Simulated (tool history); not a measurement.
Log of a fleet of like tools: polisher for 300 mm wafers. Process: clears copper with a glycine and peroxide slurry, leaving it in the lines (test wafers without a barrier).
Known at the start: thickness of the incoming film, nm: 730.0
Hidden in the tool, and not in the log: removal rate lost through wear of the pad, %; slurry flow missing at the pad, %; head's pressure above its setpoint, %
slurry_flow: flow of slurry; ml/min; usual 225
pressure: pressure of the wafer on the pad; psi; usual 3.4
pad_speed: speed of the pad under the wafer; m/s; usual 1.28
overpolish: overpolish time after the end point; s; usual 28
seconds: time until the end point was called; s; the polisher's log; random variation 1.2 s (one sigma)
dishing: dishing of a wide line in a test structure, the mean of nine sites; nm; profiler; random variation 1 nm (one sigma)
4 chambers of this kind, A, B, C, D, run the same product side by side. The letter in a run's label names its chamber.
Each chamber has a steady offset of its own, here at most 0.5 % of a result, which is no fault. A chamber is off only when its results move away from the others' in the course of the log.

run	hour	slurry_flow	pressure	pad_speed	overpolish	wafers polished on this pad	hours since the slurry nozzle was cleaned	hours since the head pressure was calibrated	seconds	dishing
# hour 5.7: chamber C: worn pad replaced by a new one
1D	8.7	225	3.4	1.28	28	373	103.9	40.8	94.531	81.914
2C	12.6	225	3.4	1.28	28	64	183.2	936.7	95.431	79.728
3A	19.3	225	3.4	1.28	28	390	351.9	1146.0	97.563	81.406
4B	24.8	225	3.4	1.28	28	688	744.6	864.7	98.592	81.503
5C	31.0	225	3.4	1.28	28	235	201.6	955.1	94.287	81.399
# hour 38.9: chamber B: slurry nozzle cleaned
6A	40.0	225	3.4	1.28	28	582	372.6	1166.7	97.261	81.789
7B	48.8	225	3.4	1.28	28	911	10.0	888.7	94.653	80.167
# hour 51.5: chamber A: worn pad replaced by a new one
8D	53.6	225	3.4	1.28	28	790	148.8	85.7	96.234	81.027
9B	59.8	225	3.4	1.28	28	1013	21.0	899.7	96.664	81.230
# hour 64.1: chamber C: worn pad replaced by a new one
10D	64.6	195	3.4	1.28	28	892	159.8	96.7	98.503	79.429
11C	72.7	195	3.4	1.28	28	80	243.3	996.8	99.623	80.321
12A	81.6	195	3.4	1.28	28	280	414.2	1208.3	97.030	80.459
13D	90.3	195	3.4	1.28	28	1131	185.5	122.4	99.846	82.399
14C	96.9	225	3.4	1.28	28	305	267.5	1021.0	95.357	82.739
15B	101.5	225	3.4	1.28	28	1401	62.7	941.4	96.410	82.251
16A	107.7	225	3.4	1.28	28	522	440.3	1234.4	95.884	82.908
# hour 109.3: chamber B: worn pad replaced by a new one
17A	112.9	225	3.4	1.28	28	570	445.5	1239.6	96.819	81.808
18B	121.3	225	3.4	1.28	28	111	82.5	961.2	98.155	80.229
19D	128.9	225	3.4	1.28	28	1489	224.1	161.0	101.040	81.600
20C	133.0	225	4.4	1.28	28	640	303.6	1057.1	77.189	91.851
# hour 134.2: chamber A: worn pad replaced by a new one
# hour 135.2: chamber C: worn pad replaced by a new one
# hour 135.3: chamber A: head pressure recalibrated
# hour 140.1: chamber A: slurry nozzle cleaned
21B	140.4	225	4.4	1.28	28	289	101.6	980.3	77.076	90.734
22A	147.1	225	4.4	1.28	28	120	7.1	11.8	76.184	92.638
23C	153.5	225	4.4	1.28	28	170	324.1	1077.6	76.658	91.696
24D	160.8	225	3.4	1.28	28	1786	256.0	192.9	103.740	78.801
25A	166.9	225	3.4	1.28	28	304	26.9	31.6	95.206	80.714
26C	171.7	225	3.4	1.28	28	339	342.3	1095.8	95.596	83.180
27B	179.1	225	3.4	1.28	28	648	140.3	1019.0	95.911	81.887
# hour 180.6: chamber D: slurry nozzle cleaned
28D	185.8	225	3.4	1.28	28	2018	5.2	217.9	102.770	77.392
29C	191.3	225	3.4	1.28	28	521	361.9	1115.4	94.203	80.379
30B	196.5	225	3.4	1.28	28	810	157.7	1036.4	93.623	81.582
# hour 198.0: chamber C: worn pad replaced by a new one
31D	202.1	225	3.4	1.28	28	2169	21.5	234.2	104.040	78.516
32A	206.8	225	3.4	1.28	28	675	66.8	71.5	96.447	81.113
33D	213.8	225	3.4	1.28	28	2278	33.2	245.9	104.040	78.481
# hour 214.1: chamber A: worn pad replaced by a new one
# hour 218.1: chamber C: head pressure recalibrated
34B	222.8	225	3.4	1.28	28	1054	184.0	1062.7	95.915	81.561
35C	231.3	225	3.4	1.28	35	309	401.9	13.3	93.475	88.699
36A	238.6	225	3.4	1.28	35	228	98.6	103.3	95.191	87.628
# hour 241.4: chamber C: slurry nozzle cleaned
37D	244.4	225	3.4	1.28	35	2562	63.8	276.5	107.450	84.438
# hour 252.7: chamber B: worn pad replaced by a new one
38C	253.3	225	3.4	1.28	35	513	11.9	35.3	94.771	89.086
39B	262.3	225	3.4	1.28	28	89	223.5	1102.2	97.152	80.607
40A	267.1	225	3.4	1.28	28	492	127.1	131.8	95.037	81.491

Next, every chamber runs the same settings. What will each give?
41A	273.6	225	3.4	1.28	28				?	?
41B	273.6	225	3.4	1.28	28				?	?
41C	273.6	225	3.4	1.28	28				?	?
41D	273.6	225	3.4	1.28	28				?	?

run	seconds	dishing
41A	96.902	81.074
41B	96.228	82.554
41C	95.881	82.655
41D	111.950	75.699
